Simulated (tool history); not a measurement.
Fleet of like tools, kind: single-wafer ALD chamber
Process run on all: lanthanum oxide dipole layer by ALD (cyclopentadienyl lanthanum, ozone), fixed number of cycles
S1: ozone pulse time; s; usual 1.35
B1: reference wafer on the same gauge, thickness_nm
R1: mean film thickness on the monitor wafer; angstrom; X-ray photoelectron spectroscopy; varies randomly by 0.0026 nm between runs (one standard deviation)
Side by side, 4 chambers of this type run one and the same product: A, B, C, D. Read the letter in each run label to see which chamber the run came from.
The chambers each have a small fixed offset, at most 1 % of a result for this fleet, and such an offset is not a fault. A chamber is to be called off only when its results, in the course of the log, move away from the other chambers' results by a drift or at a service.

run    day    S1       B1      R1
 1A  0.217  1.35  0.48204  5.4851
 2D    0.6  1.35  0.48193  5.4445
 3C  0.988  1.35  0.48243  5.3535
 4B  1.292  1.35  0.48168  5.3351
 5A  1.575  1.35    0.482  5.3954
 6B   1.95  0.98  0.48172  4.9141
 7C  2.183  0.98  0.48236  4.9727
 8D  2.488  0.98  0.48274  5.0301
 9B  2.792  0.98  0.48185  4.8996
10D  3.083  1.35  0.48194  5.3549
11A  3.412  1.35  0.48229  5.4035
12C  3.792  1.35  0.48197  5.3933
13B  4.104  1.35  0.48173  5.3245
14C  4.417  1.17  0.48167  5.1879
       4.7  -- chamber C: thermocouple changed; heater temperature recalibrated
15A  4.767  1.17   0.4826   5.269
16D  5.162  1.17  0.48227  5.2423
17D  5.404  1.17  0.48155  5.2689
18C  5.758  1.35  0.48234  5.4102
     5.992  -- chamber B: thermocouple changed; heater temperature recalibrated
19A  6.125  1.35  0.48214  5.4537
20B  6.304  1.35  0.48249  5.2065
21A    6.7  1.35  0.48215  5.4563
22C  6.888  1.35  0.48214  5.4072
23B  7.204  1.35  0.48213  5.1381
24D  7.508  1.83   0.4828  5.6417
25D  7.729  1.83   0.4816  5.6759

All chambers now run identical settings, listed one chamber a line with results as question marks. What results will each chamber show?
26A  8.012  1.84       ?
26B  8.012  1.84       ?
26C  8.012  1.84       ?
26D  8.012  1.84       ?

run      R1
26A  5.6106
26B  5.4827
26C  5.6409
26D  5.6843
